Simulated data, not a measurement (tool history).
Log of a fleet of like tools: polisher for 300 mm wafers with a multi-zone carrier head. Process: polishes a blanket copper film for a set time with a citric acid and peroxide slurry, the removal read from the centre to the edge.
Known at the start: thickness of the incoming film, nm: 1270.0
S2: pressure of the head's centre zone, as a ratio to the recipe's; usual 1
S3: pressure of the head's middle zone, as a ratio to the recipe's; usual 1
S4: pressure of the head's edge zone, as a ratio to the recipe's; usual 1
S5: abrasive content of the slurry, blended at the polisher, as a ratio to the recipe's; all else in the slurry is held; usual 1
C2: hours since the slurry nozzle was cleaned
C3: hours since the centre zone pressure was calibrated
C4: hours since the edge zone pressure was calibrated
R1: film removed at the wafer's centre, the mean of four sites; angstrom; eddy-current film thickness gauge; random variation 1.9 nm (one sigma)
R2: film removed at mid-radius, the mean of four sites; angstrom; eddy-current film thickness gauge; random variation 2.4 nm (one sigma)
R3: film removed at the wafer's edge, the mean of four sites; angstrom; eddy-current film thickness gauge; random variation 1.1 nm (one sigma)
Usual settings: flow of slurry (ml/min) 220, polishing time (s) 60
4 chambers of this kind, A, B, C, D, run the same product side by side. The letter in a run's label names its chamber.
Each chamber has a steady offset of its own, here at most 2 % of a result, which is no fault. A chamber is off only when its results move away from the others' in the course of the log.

Run 1D, day 0.279: usual settings; wafers polished on this pad 346; C2 120.8; C3 490.4; C4 443.8. Result: R1 1803.1 angstrom, R2 1811.6 angstrom, R3 1759 angstrom.
At day 0.596: chamber B: worn pad replaced by a new one.
Run 2A, day 0.6: usual settings; wafers polished on this pad 170; C2 340.8; C3 466; C4 649.5. Result: R1 1782.1 angstrom, R2 1781.8 angstrom, R3 1762.7 angstrom.
Run 3C, day 1.162: usual settings; wafers polished on this pad 686; C2 204.1; C3 1006.9; C4 349.9. Result: R1 1792.2 angstrom, R2 1800.9 angstrom, R3 1758.9 angstrom.
Run 4B, day 1.579: usual settings; wafers polished on this pad 200; C2 323.3; C3 982.4; C4 439.3. Result: R1 1773.2 angstrom, R2 1768.2 angstrom, R3 1742.6 angstrom.
Run 5C, day 1.917: usual settings but flow of slurry (ml/min) 190, S4 1.04; wafers polished on this pad 840; C2 222.2; C3 1025; C4 368. Result: R1 1701.4 angstrom, R2 1720.3 angstrom, R3 1786.7 angstrom.
At day 1.95: chamber C: worn pad replaced by a new one.
Run 6D, day 2.442: usual settings but flow of slurry (ml/min) 190, S4 1.04; wafers polished on this pad 786; C2 172.7; C3 542.3; C4 495.7. Result: R1 1720.4 angstrom, R2 1766.6 angstrom, R3 1787.4 angstrom.
At day 2.538: chamber D: worn pad replaced by a new one.
Run 7B, day 2.783: usual settings but flow of slurry (ml/min) 190, S4 1.04; wafers polished on this pad 445; C2 352.2; C3 1011.3; C4 468.2. Result: R1 1726.8 angstrom, R2 1725 angstrom, R3 1774.8 angstrom.
Run 8A, day 3.162: usual settings but flow of slurry (ml/min) 190, S4 1.04; wafers polished on this pad 691; C2 402.3; C3 527.5; C4 711. Result: R1 1741.9 angstrom, R2 1752.4 angstrom, R3 1783.8 angstrom.
At day 3.204: chamber B: worn pad replaced by a new one.
At day 3.588: chamber A: worn pad replaced by a new one.
Run 9A, day 3.658: usual settings; wafers polished on this pad 14; C2 414.2; C3 539.4; C4 722.9. Result: R1 1806.7 angstrom, R2 1788.5 angstrom, R3 1779.1 angstrom.
At day 3.942: chamber A: centre zone pressure recalibrated.
Run 10D, day 4.225: usual settings; wafers polished on this pad 343; C2 215.5; C3 585.1; C4 538.5. Result: R1 1750.3 angstrom, R2 1755.3 angstrom, R3 1778.8 angstrom.
Run 11B, day 4.621: usual settings; wafers polished on this pad 288; C2 396.3; C3 1055.4; C4 512.3. Result: R1 1780.6 angstrom, R2 1773.9 angstrom, R3 1741 angstrom.
Run 12C, day 4.996: usual settings; wafers polished on this pad 620; C2 296.1; C3 1098.9; C4 441.9. Result: R1 1783.5 angstrom, R2 1750.6 angstrom, R3 1746.6 angstrom.
Run 13B, day 5.258: usual settings; wafers polished on this pad 418; C2 411.6; C3 1070.7; C4 527.6. Result: R1 1763.2 angstrom, R2 1783.6 angstrom, R3 1740.6 angstrom.
Run 14C, day 5.554: usual settings; wafers polished on this pad 733; C2 309.5; C3 1112.3; C4 455.3. Result: R1 1762.9 angstrom, R2 1752.4 angstrom, R3 1762.4 angstrom.
At day 5.612: chamber D: worn pad replaced by a new one.
At day 5.746: chamber B: worn pad replaced by a new one.
Run 15D, day 6.042: usual settings but S2 0.96, S4 0.95; wafers polished on this pad 87; C2 259.1; C3 628.7; C4 582.1. Result: R1 1737.5 angstrom, R2 1803.6 angstrom, R3 1707.9 angstrom.
At day 6.1: chamber A: slurry nozzle cleaned.
At day 6.262: chamber C: worn pad replaced by a new one.
At day 6.417: chamber C: centre zone pressure recalibrated.
Run 16A, day 6.483: usual settings but S2 0.96, S4 0.95; wafers polished on this pad 589; C2 9.2; C3 61.1; C4 790.7. Result: R1 1719.1 angstrom, R2 1805.6 angstrom, R3 1724.6 angstrom.
Run 17B, day 6.933: usual settings but S2 0.96, S4 0.95; wafers polished on this pad 241; C2 451.8; C3 1110.9; C4 567.8. Result: R1 1689.2 angstrom, R2 1785 angstrom, R3 1732.5 angstrom.
At day 7.383: chamber A: worn pad replaced by a new one.
Run 18A, day 7.454: usual settings but S2 0.96, S4 0.95; wafers polished on this pad 14; C2 32.5; C3 84.4; C4 814. Result: R1 1732.3 angstrom, R2 1781.1 angstrom, R3 1732.1 angstrom.
Run 19C, day 7.767: usual settings; wafers polished on this pad 306; C2 362.6; C3 32.4; C4 508.4. Result: R1 1624.8 angstrom, R2 1743.1 angstrom, R3 1769.2 angstrom.
At day 8.083: chamber B: slurry nozzle cleaned.
Run 20D, day 8.271: usual settings; wafers polished on this pad 541; C2 312.6; C3 682.2; C4 635.6. Result: R1 1806 angstrom, R2 1775 angstrom, R3 1777.4 angstrom.
At day 8.362: chamber B: worn pad replaced by a new one.
Run 21D, day 8.783: usual settings; wafers polished on this pad 645; C2 324.9; C3 694.5; C4 647.9. Result: R1 1771.9 angstrom, R2 1788.5 angstrom, R3 1766.3 angstrom.
At day 8.912: chamber D: slurry nozzle cleaned.
Run 22B, day 9.129: usual settings but flow of slurry (ml/min) 155, S2 1.12; wafers polished on this pad 156; C2 25.2; C3 1163.6; C4 620.5. Result: R1 1884.4 angstrom, R2 1639.2 angstrom, R3 1685 angstrom.
At day 9.354: chamber D: worn pad replaced by a new one.
Run 23A, day 9.388: usual settings but flow of slurry (ml/min) 155, S2 1.12; wafers polished on this pad 407; C2 78.9; C3 130.8; C4 860.4. Result: R1 1907.9 angstrom, R2 1665.5 angstrom, R3 1684.6 angstrom.
Run 24C, day 9.879: usual settings but flow of slurry (ml/min) 155, S2 1.12; wafers polished on this pad 736; C2 413.3; C3 83.1; C4 559.1. Result: R1 1710.9 angstrom, R2 1683.6 angstrom, R3 1706.6 angstrom.
Run 25D, day 10.179: usual settings but flow of slurry (ml/min) 155, S2 1.12; wafers polished on this pad 168; C2 30.4; C3 728; C4 681.4. Result: R1 1857.3 angstrom, R2 1728.2 angstrom, R3 1688 angstrom.
Run 26C, day 10.642: usual settings; wafers polished on this pad 891; C2 431.6; C3 101.4; C4 577.4. Result: R1 1598.9 angstrom, R2 1799.5 angstrom, R3 1776.9 angstrom.
At day 10.683: chamber A: worn pad replaced by a new one.
Run 27A, day 10.917: usual settings; wafers polished on this pad 48; C2 115.6; C3 167.5; C4 897.1. Result: R1 1803.8 angstrom, R2 1790.8 angstrom, R3 1761.4 angstrom.
At day 11.075: chamber B: worn pad replaced by a new one.
Run 28B, day 11.392: usual settings; wafers polished on this pad 65; C2 79.5; C3 1217.9; C4 674.8. Result: R1 1780 angstrom, R2 1802 angstrom, R3 1757.7 angstrom.

Is one chamber off against the others, does the gauge drift, or is nothing wrong? If a chamber is off, say which, and what the likeliest cause is.

A service left chamber C off against the others.
Cause: centre zone's pressure below its setpoint, % = 8.53.

Here are 4 candidates for chamber C's next run, each the usual settings with a change, their results left as question marks. Which one brings its results back in line with what the others give on the usual settings?
In line means no further than this from the other chambers' mean on the usual settings: R1 67 angstrom; R2 82 angstrom; R3 37 angstrom
Run 29C-1, day 11.808: usual settings but flow of slurry (ml/min) 225, S2 1.08, S3 0.98, S4 0.98, polishing time (s) 61. Result: R1 ?, R2 ?, R3 ?.
Run 29C-2, day 11.808: usual settings but S2 0.98, S3 1.01, S4 1.01. Result: R1 ?, R2 ?, R3 ?.
Run 29C-3, day 11.808: usual settings but flow of slurry (ml/min) 215, S2 0.92, S3 1.02, S4 1.02, polishing time (s) 59. Result: R1 ?, R2 ?, R3 ?.
Run 29C-4, day 11.808: usual settings but S2 1.02, S3 0.99, S4 0.99. Result: R1 ?, R2 ?, R3 ?.

The other chambers' mean on the usual settings: R1 1787.9 angstrom; R2 1772.3 angstrom; R3 1763.6 angstrom
  run      R1      R2      R3
29C-1  1786.6  1785.2  1776.2
29C-2  1574.4  1800.2    1770
29C-3  1438.7  1781.3  1745.3
29C-4  1645.2  1767.6  1752.2
29C-1 brings the chamber back in line.
